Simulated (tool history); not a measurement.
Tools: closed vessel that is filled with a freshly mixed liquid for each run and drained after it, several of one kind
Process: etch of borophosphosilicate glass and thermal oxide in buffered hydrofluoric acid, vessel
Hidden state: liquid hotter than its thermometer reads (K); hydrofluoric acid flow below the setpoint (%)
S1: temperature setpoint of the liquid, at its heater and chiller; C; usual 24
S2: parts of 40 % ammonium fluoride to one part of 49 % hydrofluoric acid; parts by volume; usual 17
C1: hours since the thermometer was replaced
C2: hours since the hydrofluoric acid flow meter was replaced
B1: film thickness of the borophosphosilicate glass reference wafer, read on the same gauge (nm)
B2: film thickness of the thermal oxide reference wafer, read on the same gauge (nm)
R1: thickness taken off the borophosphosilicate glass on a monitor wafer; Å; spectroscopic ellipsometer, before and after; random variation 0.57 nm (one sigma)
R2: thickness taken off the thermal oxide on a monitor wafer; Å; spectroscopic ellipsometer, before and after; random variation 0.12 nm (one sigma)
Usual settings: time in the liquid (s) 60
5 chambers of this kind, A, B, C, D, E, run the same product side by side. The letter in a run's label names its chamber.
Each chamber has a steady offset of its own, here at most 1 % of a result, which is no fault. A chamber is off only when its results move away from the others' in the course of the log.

run 1D hour=7.7 | S1=24 S2=17 time_in_the_liquid_(s)=60 | C1=139.2 C2=207.7 | B1=149.98 B2=59.973 | R1=717.8 R2=394.24
run 2E hour=15 | S1=24 S2=17 time_in_the_liquid_(s)=60 | C1=871.7 C2=806.6 | B1=150.01 B2=60.004 | R1=727.95 R2=388.71
run 3C hour=21.9 | S1=24 S2=17 time_in_the_liquid_(s)=60 | C1=2122.9 C2=287.1 | B1=150 B2=60.013 | R1=729.17 R2=388.94
run 4B hour=29.3 | S1=24 S2=17 time_in_the_liquid_(s)=60 | C1=616.4 C2=2095.4 | B1=149.97 B2=59.965 | R1=739.44 R2=387.51
run 5A hour=35.6 | S1=24 S2=17 time_in_the_liquid_(s)=70 | C1=1561.8 C2=155.4 | B1=149.99 B2=59.985 | R1=866.49 R2=456.92
run 6E hour=45.6 | S1=24 S2=17 time_in_the_liquid_(s)=70 | C1=902.3 C2=837.2 | B1=149.98 B2=59.989 | R1=864.09 R2=458.06
run 7B hour=50 | S1=24 S2=17 time_in_the_liquid_(s)=70 | C1=637.1 C2=2116.1 | B1=150 B2=60.046 | R1=855.8 R2=451.01
run 8C hour=55.6 | S1=24 S2=17 time_in_the_liquid_(s)=70 | C1=2156.6 C2=320.8 | B1=150.01 B2=59.99 | R1=860.17 R2=452.43
run 9D hour=63.7 | S1=24 S2=17 time_in_the_liquid_(s)=70 | C1=195.2 C2=263.7 | B1=149.99 B2=59.947 | R1=844.98 R2=454.17
run 10A hour=73.5 | S1=24 S2=17 time_in_the_liquid_(s)=60 | C1=1599.7 C2=193.3 | B1=150.01 B2=59.967 | R1=735.17 R2=390.59
run 11C hour=82.6 | S1=24 S2=17 time_in_the_liquid_(s)=60 | C1=2183.6 C2=347.8 | B1=150.02 B2=59.983 | R1=732.91 R2=389.67
run 12D hour=92.2 | S1=24 S2=17 time_in_the_liquid_(s)=60 | C1=223.7 C2=292.2 | B1=150.01 B2=60.007 | R1=722.16 R2=392.17
run 13A hour=100.5 | S1=24 S2=17 time_in_the_liquid_(s)=60 | C1=1626.7 C2=220.3 | B1=150 B2=59.98 | R1=737.07 R2=390.21
run 14E hour=106 | S1=24 S2=17 time_in_the_liquid_(s)=60 | C1=962.7 C2=897.6 | B1=149.97 B2=59.976 | R1=736.15 R2=390.07
run 15B hour=114.1 | S1=24 S2=17 time_in_the_liquid_(s)=60 | C1=701.2 C2=2180.2 | B1=149.98 B2=59.966 | R1=741.1 R2=388.27
run 16B hour=119.5 | S1=24 S2=22.5 time_in_the_liquid_(s)=90 | C1=706.6 C2=2185.6 | B1=150.01 B2=60.021 | R1=880.89 R2=454.25
run 17D hour=127 | S1=24 S2=22.5 time_in_the_liquid_(s)=90 | C1=258.5 C2=327 | B1=150 B2=59.999 | R1=847.51 R2=458.48
run 18A hour=131.6 | S1=24 S2=22.5 time_in_the_liquid_(s)=90 | C1=1657.8 C2=251.4 | B1=150.01 B2=60.019 | R1=856.26 R2=460.95
-- hour=134.3 chamber B: hydrofluoric acid flow meter replaced
run 19E hour=139.3 | S1=24 S2=22.5 time_in_the_liquid_(s)=90 | C1=996 C2=930.9 | B1=150 B2=60.01 | R1=859.7 R2=464.14
run 20C hour=149.3 | S1=24 S2=22.5 time_in_the_liquid_(s)=90 | C1=2250.3 C2=414.5 | B1=149.98 B2=60.023 | R1=867.93 R2=459.19
run 21D hour=156.1 | S1=24 S2=17 time_in_the_liquid_(s)=60 | C1=287.6 C2=356.1 | B1=150.02 B2=59.973 | R1=726.72 R2=390.86
run 22E hour=161.8 | S1=24 S2=17 time_in_the_liquid_(s)=60 | C1=1018.5 C2=953.4 | B1=149.99 B2=59.996 | R1=731.23 R2=389.54
run 23B hour=169.1 | S1=24 S2=17 time_in_the_liquid_(s)=60 | C1=756.2 C2=34.8 | B1=149.99 B2=59.971 | R1=740.42 R2=389.71
run 24A hour=174 | S1=24 S2=17 time_in_the_liquid_(s)=60 | C1=1700.2 C2=293.8 | B1=150.03 B2=60.003 | R1=741.15 R2=390.74
run 25C hour=181.6 | S1=24 S2=17 time_in_the_liquid_(s)=60 | C1=2282.6 C2=446.8 | B1=150.01 B2=59.987 | R1=738.53 R2=389
run 26B hour=191.5 | S1=24 S2=17 time_in_the_liquid_(s)=60 | C1=778.6 C2=57.2 | B1=150 B2=59.989 | R1=753.17 R2=387.88
run 27D hour=201.4 | S1=24 S2=17 time_in_the_liquid_(s)=60 | C1=332.9 C2=401.4 | B1=150 B2=60.012 | R1=736.34 R2=393.35
run 28A hour=209.3 | S1=24 S2=17 time_in_the_liquid_(s)=60 | C1=1735.5 C2=329.1 | B1=149.99 B2=59.977 | R1=734.38 R2=390.78
run 29C hour=214.8 | S1=24 S2=17 time_in_the_liquid_(s)=60 | C1=2315.8 C2=480 | B1=150.03 B2=59.967 | R1=731.73 R2=388.94
run 30E hour=220.6 | S1=24 S2=17 time_in_the_liquid_(s)=60 | C1=1077.3 C2=1012.2 | B1=149.98 B2=60.042 | R1=740.73 R2=391.29
run 31B hour=225.1 | S1=24 S2=17 time_in_the_liquid_(s)=60 | C1=812.2 C2=90.8 | B1=150 B2=60.005 | R1=743 R2=389.1
run 32C hour=232.4 | S1=28.5 S2=17 time_in_the_liquid_(s)=60 | C1=2333.4 C2=497.6 | B1=150.02 B2=60.007 | R1=931.66 R2=494.16
run 33D hour=237.4 | S1=28.5 S2=17 time_in_the_liquid_(s)=60 | C1=368.9 C2=437.4 | B1=149.99 B2=59.999 | R1=920.65 R2=501.45
run 34A hour=246.8 | S1=28.5 S2=17 time_in_the_liquid_(s)=60 | C1=1773 C2=366.6 | B1=150 B2=60.003 | R1=919.73 R2=495.6
run 35E hour=255.5 | S1=28.5 S2=17 time_in_the_liquid_(s)=60 | C1=1112.2 C2=1047.1 | B1=149.96 B2=60.028 | R1=941.19 R2=498.1
run 36C hour=264.6 | S1=28.5 S2=17 time_in_the_liquid_(s)=60 | C1=2365.6 C2=529.8 | B1=150.01 B2=60.001 | R1=948.77 R2=496.24
run 37B hour=271.7 | S1=24 S2=17 time_in_the_liquid_(s)=60 | C1=858.8 C2=137.4 | B1=150.01 B2=60.008 | R1=737.8 R2=387.31
run 38D hour=278.3 | S1=24 S2=17 time_in_the_liquid_(s)=60 | C1=409.8 C2=478.3 | B1=150.03 B2=59.958 | R1=727.5 R2=391.97

All 5 chambers run these settings next. Forecast each chamber's results:
run 39A hour=285.5 | S1=24 S2=23 time_in_the_liquid_(s)=60 | R1=? R2=?
run 39B hour=285.5 | S1=24 S2=23 time_in_the_liquid_(s)=60 | R1=? R2=?
run 39C hour=285.5 | S1=24 S2=23 time_in_the_liquid_(s)=60 | R1=? R2=?
run 39D hour=285.5 | S1=24 S2=23 time_in_the_liquid_(s)=60 | R1=? R2=?
run 39E hour=285.5 | S1=24 S2=23 time_in_the_liquid_(s)=60 | R1=? R2=?

run=39A R1=572.04 R2=301.58
run=39B R1=572.63 R2=299.7
run=39C R1=573.14 R2=300.32
run=39D R1=566.9 R2=304.59
run=39E R1=571.6 R2=303.03

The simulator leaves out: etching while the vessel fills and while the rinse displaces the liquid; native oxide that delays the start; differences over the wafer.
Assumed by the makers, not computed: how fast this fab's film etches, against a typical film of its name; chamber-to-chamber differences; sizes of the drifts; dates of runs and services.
